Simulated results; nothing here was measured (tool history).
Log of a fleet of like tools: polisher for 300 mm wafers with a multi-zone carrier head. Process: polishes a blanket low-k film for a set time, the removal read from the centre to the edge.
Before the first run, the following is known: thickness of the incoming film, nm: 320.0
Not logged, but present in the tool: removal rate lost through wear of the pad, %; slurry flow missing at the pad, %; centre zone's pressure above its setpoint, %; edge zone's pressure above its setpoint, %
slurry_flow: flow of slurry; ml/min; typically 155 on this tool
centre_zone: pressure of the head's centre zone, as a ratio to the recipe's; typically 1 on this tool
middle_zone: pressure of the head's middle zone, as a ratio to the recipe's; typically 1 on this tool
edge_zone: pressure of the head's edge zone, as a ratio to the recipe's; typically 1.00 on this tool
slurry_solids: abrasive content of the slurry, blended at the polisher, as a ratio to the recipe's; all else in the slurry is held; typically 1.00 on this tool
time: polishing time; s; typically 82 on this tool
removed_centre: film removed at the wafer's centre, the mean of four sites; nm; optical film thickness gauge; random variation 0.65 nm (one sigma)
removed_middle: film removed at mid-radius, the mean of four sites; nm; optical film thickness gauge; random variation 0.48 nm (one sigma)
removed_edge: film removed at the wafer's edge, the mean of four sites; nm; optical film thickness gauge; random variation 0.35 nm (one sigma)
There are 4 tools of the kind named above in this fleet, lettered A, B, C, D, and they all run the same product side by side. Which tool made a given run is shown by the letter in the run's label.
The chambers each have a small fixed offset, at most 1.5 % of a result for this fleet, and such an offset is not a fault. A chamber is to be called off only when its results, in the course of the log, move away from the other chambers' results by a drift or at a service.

run     day  slurry_flow  centre_zone  middle_zone  edge_zone  slurry_solids  time  wafers polished on this pad  hours since the slurry nozzle was cleaned  hours since the centre zone pressure was calibrated  hours since the edge zone pressure was calibrated  removed_centre  removed_middle  removed_edge
      0.167  -- chamber B: worn pad replaced by a new one
 1D   0.371          155            1            1       1.00           1.00    82                          508                                      690.0                                                848.9                                             1110.2          52.280          52.436        51.987
 2A   0.908          155            1            1       1.00           1.00    82                          935                                      152.0                                                419.9                                              335.7          53.145          53.159        52.438
 3C   1.454          155            1            1       1.00           1.00    82                          819                                      157.7                                                486.6                                              421.9          53.187          52.226        52.709
 4B   1.796          155            1            1       1.00           1.00    82                          472                                      422.2                                                400.6                                              900.5          52.539          52.145        52.023
      1.804  -- chamber D: worn pad replaced by a new one
 5C   2.262          155            1            1       1.00           1.00    82                         1053                                      177.1                                                506.0                                              441.3          53.349          52.486        52.193
      2.292  -- chamber C: worn pad replaced by a new one
 6B   2.888          155            1            1       1.00           1.00    82                          788                                      448.4                                                426.8                                              926.7          52.658          52.965        52.294
 7D   3.321          155            1            1       1.00           1.15    82                          440                                      760.8                                                919.7                                             1181.0          55.971          56.520        55.226
      3.333  -- chamber B: worn pad replaced by a new one
 8A   3.679          155            1            1       1.00           1.15    82                         1738                                      218.5                                                486.4                                              402.2          55.924          55.136        55.698
      4.038  -- chamber A: centre zone pressure recalibrated
 9B   4.167          155            1            1       1.00           1.15    82                          242                                      479.1                                                457.5                                              957.4          56.474          55.397        55.527
10A   4.679          155            1            1       1.00           1.15    82                         2028                                      242.5                                                 15.4                                              426.2          53.598          55.601        55.463
      5.008  -- chamber D: slurry nozzle cleaned
      5.042  -- chamber D: worn pad replaced by a new one
11C   5.042          155            1            1       1.00           1.00    82                          797                                      243.8                                                572.7                                              508.0          53.694          51.730        52.851
12D   5.354          155            1            1       1.00           1.00    82                           91                                        8.4                                                968.5                                             1229.8          51.707          52.776        51.656
      5.400  -- chamber C: centre zone pressure recalibrated
      5.458  -- chamber A: slurry nozzle cleaned
      5.458  -- chamber C: worn pad replaced by a new one
13D   5.979          155            1            1       1.00           1.00    82                          272                                       23.4                                                983.5                                             1244.8          54.108          52.156        52.503
      6.262  -- chamber B: worn pad replaced by a new one
14A   6.567          155            1            1       1.00           1.00    82                         2575                                       26.7                                                 60.7                                              471.5          51.298          50.461        51.348
15B   6.979          155            1            1       1.00           1.00    82                          208                                      546.6                                                525.0                                             1024.9          53.140          52.150        52.034
      7.075  -- chamber A: edge zone pressure recalibrated
      7.612  -- chamber D: worn pad replaced by a new one
16C   7.658          155            1            1       1.00           1.00    82                          638                                      306.6                                                 54.2                                              570.8          51.461          52.683        52.490
17C   8.125          155            1            1       1.00           1.00    82                          774                                      317.8                                                 65.4                                              582.0          53.284          53.307        52.705
18B   8.446          155            1            1       1.00           1.00    82                          633                                      581.8                                                560.2                                             1060.1          52.806          52.020        52.332
      8.467  -- chamber B: edge zone pressure recalibrated
19A   8.996          155            1            1       1.00           1.00    82                         3279                                       85.0                                                119.0                                               46.1          49.174          50.333        49.602
      9.125  -- chamber B: worn pad replaced by a new one
20D   9.304          155            1            1       1.00           1.00    82                          490                                      103.2                                               1063.3                                             1324.6          52.127          52.240        52.233
      9.375  -- chamber C: worn pad replaced by a new one
21A   9.829          155            1            1       1.00           1.00    82                         3520                                      105.0                                                139.0                                               66.1          48.807          49.762        49.346
      9.900  -- chamber B: centre zone pressure recalibrated
     10.212  -- chamber D: worn pad replaced by a new one
22C  10.267          155            1            1       1.00           1.00    82                          258                                      369.2                                                116.8                                              633.4          52.983          52.697        52.447
     10.738  -- chamber C: slurry nozzle cleaned
23D  10.746          155            1            1       1.00           1.00    82                          155                                      137.8                                               1097.9                                             1359.2          54.268          53.233        52.486
24B  11.179          155            1            1       1.00           1.00    82                          596                                      647.4                                                 30.8                                               65.1          53.325          52.478        52.625
25B  11.475          155            1            1       0.93           1.00    82                          682                                      654.5                                                 37.9                                               72.2          51.592          52.289        50.810
26D  11.825          155            1            1       0.93           1.00    82                          468                                      163.7                                               1123.8                                             1385.1          53.057          52.679        49.820
27C  12.438          155            1            1       0.93           1.00    82                          888                                       40.9                                                168.9                                              685.5          53.363          53.665        50.848
     12.742  -- chamber C: worn pad replaced by a new one
28A  12.946          155            1            1       0.93           1.00    82                         4424                                      179.8                                                213.8                                              140.9          48.479          48.729        46.630
     13.379  -- chamber D: worn pad replaced by a new one
29C  13.421          155            1            1       1.00           1.00    82                          198                                       64.5                                                192.5                                              709.1          53.140          51.768        52.743
30A  13.758          155            1            1       1.00           1.00    82                         4659                                      199.3                                                233.3                                              160.4          47.946          47.956        48.162
31D  14.417          155            1            1       1.00           1.00    82                          301                                      225.9                                               1186.0                                             1447.3          52.651          52.245        52.229

Each of the 4 chambers runs these same settings next. Fill in every chamber's results:
32A  14.908          155            1            1       1.00           1.00    82                                                                                                                                                                                               ?               ?             ?
32B  14.908          155            1            1       1.00           1.00    82                                                                                                                                                                                               ?               ?             ?
32C  14.908          155            1            1       1.00           1.00    82                                                                                                                                                                                               ?               ?             ?
32D  14.908          155            1            1       1.00           1.00    82                                                                                                                                                                                               ?               ?             ?

run  removed_centre  removed_middle  removed_edge
32A          48.005          46.831        47.303
32B          52.797          51.970        52.169
32C          54.455          53.278        52.915
32D          53.335          51.812        51.983
